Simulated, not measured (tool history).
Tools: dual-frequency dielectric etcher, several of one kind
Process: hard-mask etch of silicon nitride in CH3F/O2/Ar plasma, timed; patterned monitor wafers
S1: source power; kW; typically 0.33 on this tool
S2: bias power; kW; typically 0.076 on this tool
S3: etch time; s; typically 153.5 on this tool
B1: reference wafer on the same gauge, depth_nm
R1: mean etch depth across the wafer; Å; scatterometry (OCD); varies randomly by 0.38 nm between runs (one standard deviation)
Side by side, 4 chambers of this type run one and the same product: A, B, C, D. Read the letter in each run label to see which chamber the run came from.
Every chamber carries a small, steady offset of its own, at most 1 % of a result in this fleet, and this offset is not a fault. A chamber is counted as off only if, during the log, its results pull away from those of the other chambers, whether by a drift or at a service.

run 1A day=0.429 | S1=0.33 S2=0.076 S3=153.5 | B1=102.02 | R1=1037.2
run 2B day=0.954 | S1=0.33 S2=0.076 S3=153.5 | B1=102.03 | R1=1014
run 3D day=1.233 | S1=0.33 S2=0.076 S3=153.5 | B1=102.03 | R1=1011
run 4C day=1.692 | S1=0.33 S2=0.076 S3=153.5 | B1=101.98 | R1=1009.8
run 5C day=1.967 | S1=0.33 S2=0.076 S3=153.5 | B1=101.93 | R1=1009.7
run 6A day=2.396 | S1=0.33 S2=0.076 S3=153.5 | B1=102.06 | R1=1027.6
run 7B day=2.912 | S1=0.33 S2=0.076 S3=153.5 | B1=102.01 | R1=1018.4
-- day=3.179 chamber B: wet clean of the chamber
run 8D day=3.329 | S1=0.33 S2=0.076 S3=153.5 | B1=101.92 | R1=1019
run 9B day=3.671 | S1=0.33 S2=0.076 S3=153.5 | B1=102 | R1=1008.6
-- day=3.929 chamber C: wet clean of the chamber
run 10D day=4.004 | S1=0.33 S2=0.076 S3=153.5 | B1=101.97 | R1=1027.3
run 11C day=4.275 | S1=0.33 S2=0.076 S3=153.5 | B1=101.98 | R1=990.55
run 12A day=4.617 | S1=0.33 S2=0.076 S3=153.5 | B1=101.96 | R1=1032.4
run 13A day=4.954 | S1=0.33 S2=0.064 S3=120.5 | B1=102.07 | R1=763.14
run 14C day=5.408 | S1=0.33 S2=0.064 S3=120.5 | B1=102.01 | R1=730.48
-- day=5.521 chamber A: wet clean of the chamber
run 15D day=5.821 | S1=0.33 S2=0.064 S3=120.5 | B1=101.92 | R1=755
run 16B day=6.062 | S1=0.33 S2=0.064 S3=120.5 | B1=101.91 | R1=749.4
run 17D day=6.496 | S1=0.33 S2=0.076 S3=153.5 | B1=101.96 | R1=1020
run 18B day=6.767 | S1=0.33 S2=0.076 S3=153.5 | B1=102.01 | R1=1018.8
-- day=7.062 chamber B: source power generator calibrated
run 19C day=7.162 | S1=0.33 S2=0.076 S3=153.5 | B1=102.01 | R1=989.72
run 20A day=7.608 | S1=0.33 S2=0.076 S3=153.5 | B1=101.96 | R1=1031.2
run 21B day=7.946 | S1=0.33 S2=0.076 S3=153.5 | B1=102.03 | R1=1011.5
run 22A day=8.442 | S1=0.33 S2=0.076 S3=153.5 | B1=102 | R1=1030.6
run 23C day=8.721 | S1=0.33 S2=0.076 S3=153.5 | B1=101.98 | R1=988.28
run 24D day=9.246 | S1=0.33 S2=0.076 S3=153.5 | B1=101.93 | R1=1022.1
run 25A day=9.667 | S1=0.33 S2=0.076 S3=153.5 | B1=101.95 | R1=1032
run 26C day=9.983 | S1=0.33 S2=0.084 S3=117 | B1=102.02 | R1=781.79
run 27D day=10.446 | S1=0.33 S2=0.084 S3=117 | B1=102.03 | R1=806.93
run 28B day=10.854 | S1=0.33 S2=0.084 S3=117 | B1=101.95 | R1=807.61
run 29C day=11.392 | S1=0.33 S2=0.084 S3=117 | B1=101.99 | R1=780.8

All chambers now run identical settings, listed one chamber a line with results as question marks. What results will each chamber show?
run 30A day=11.775 | S1=0.33 S2=0.09 S3=153.5 | R1=?
run 30B day=11.775 | S1=0.33 S2=0.09 S3=153.5 | R1=?
run 30C day=11.775 | S1=0.33 S2=0.09 S3=153.5 | R1=?
run 30D day=11.775 | S1=0.33 S2=0.09 S3=153.5 | R1=?

run=30A R1=1088.9
run=30B R1=1082
run=30C R1=1049.7
run=30D R1=1082.5
